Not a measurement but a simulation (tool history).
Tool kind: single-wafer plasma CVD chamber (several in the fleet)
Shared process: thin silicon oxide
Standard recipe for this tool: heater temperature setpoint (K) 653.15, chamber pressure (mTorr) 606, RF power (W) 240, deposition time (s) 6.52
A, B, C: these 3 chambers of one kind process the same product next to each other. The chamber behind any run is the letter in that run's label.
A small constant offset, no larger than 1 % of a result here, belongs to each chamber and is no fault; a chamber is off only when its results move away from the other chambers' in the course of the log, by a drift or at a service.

run,hour,heater temperature setpoint (K),chamber pressure (mTorr),RF power (W),deposition time (s),"read-back reference wafer on the same gauge, thickness_nm",mean film thickness on the monitor wafer (Å)
1C,10.2,653.15,606,240,6.52,9.5202,82.808
2A,14.8,653.15,606,240,6.52,9.531,82.441
3B,19.9,653.15,606,240,6.52,9.5376,83.051
4A,29.7,653.15,606,240,6.52,9.5364,82.091
5C,37,653.15,606,240,6.52,9.528,82.692
6B,44.7,653.15,606,240,6.52,9.5214,83.338
7A,51.4,653.15,606,240,6.52,9.5215,82.469
8C,58.3,653.15,606,240,6.52,9.5338,82.091
9B,64.6,667.15,606,240,7.77,9.5229,98.472
10C,72.4,667.15,606,240,7.77,9.5381,96.586
11A,80.7,667.15,606,240,7.77,9.5446,96.901
12B,90.3,653.15,606,200,6.52,9.5384,76.044
13C,99.6,653.15,606,200,6.52,9.5228,74.82
14B,110,653.15,606,200,6.52,9.539,76.193
15A,119.6,660.15,606,240,5.97,9.5385,75.108
16B,125.7,660.15,606,240,5.97,9.5289,75.671
17C,132,660.15,606,240,5.97,9.5324,73.862
18A,140.2,653.15,606,240,6.52,9.5231,82.984
19B,148.2,653.15,606,240,6.52,9.5152,82.883
20A,153.4,653.15,606,240,6.52,9.5268,82.677
21C,159.1,653.15,606,240,6.52,9.5315,80.706
22B,167.9,653.15,606,240,6.52,9.5214,82.295
23C,176.9,653.15,606,240,6.52,9.5305,80.261
24A,187,653.15,606,240,6.52,9.5335,82.454
25C,194,653.15,606,240,6.52,9.5268,79.879
26B,204.4,653.15,606,240,6.52,9.5258,83.462
27A,212.7,653.15,606,240,6.52,9.5374,82.441
28B,219.7,653.15,606,240,6.52,9.5271,83.026
29C,227.1,653.15,606,240,6.52,9.5223,79.845
30A,237.3,653.15,606,240,6.52,9.5304,82.368
31C,247.5,653.15,606,240,6.52,9.5439,77.824
32A,252.5,653.15,606,240,6.52,9.5418,82.721
33B,259.4,653.15,527,240,6.52,9.5383,71.057
34C,266,653.15,527,240,6.52,9.53,66.416
35A,273.1,653.15,527,240,6.52,9.5266,70.482
36B,282.1,653.15,606,240,6.52,9.527,83.19
37C,290.5,643.15,606,195,6.52,9.5286,71.12
38B,297.7,643.15,606,195,6.52,9.5362,75.801

The same settings go to every chamber for the next run, one line per chamber below. Forecast the results for each:
39A,305.2,653.15,606,255,6.52,,?
39B,305.2,653.15,606,255,6.52,,?
39C,305.2,653.15,606,255,6.52,,?

run,mean film thickness on the monitor wafer (Å)
39A,84.997
39B,85.131
39C,80.176
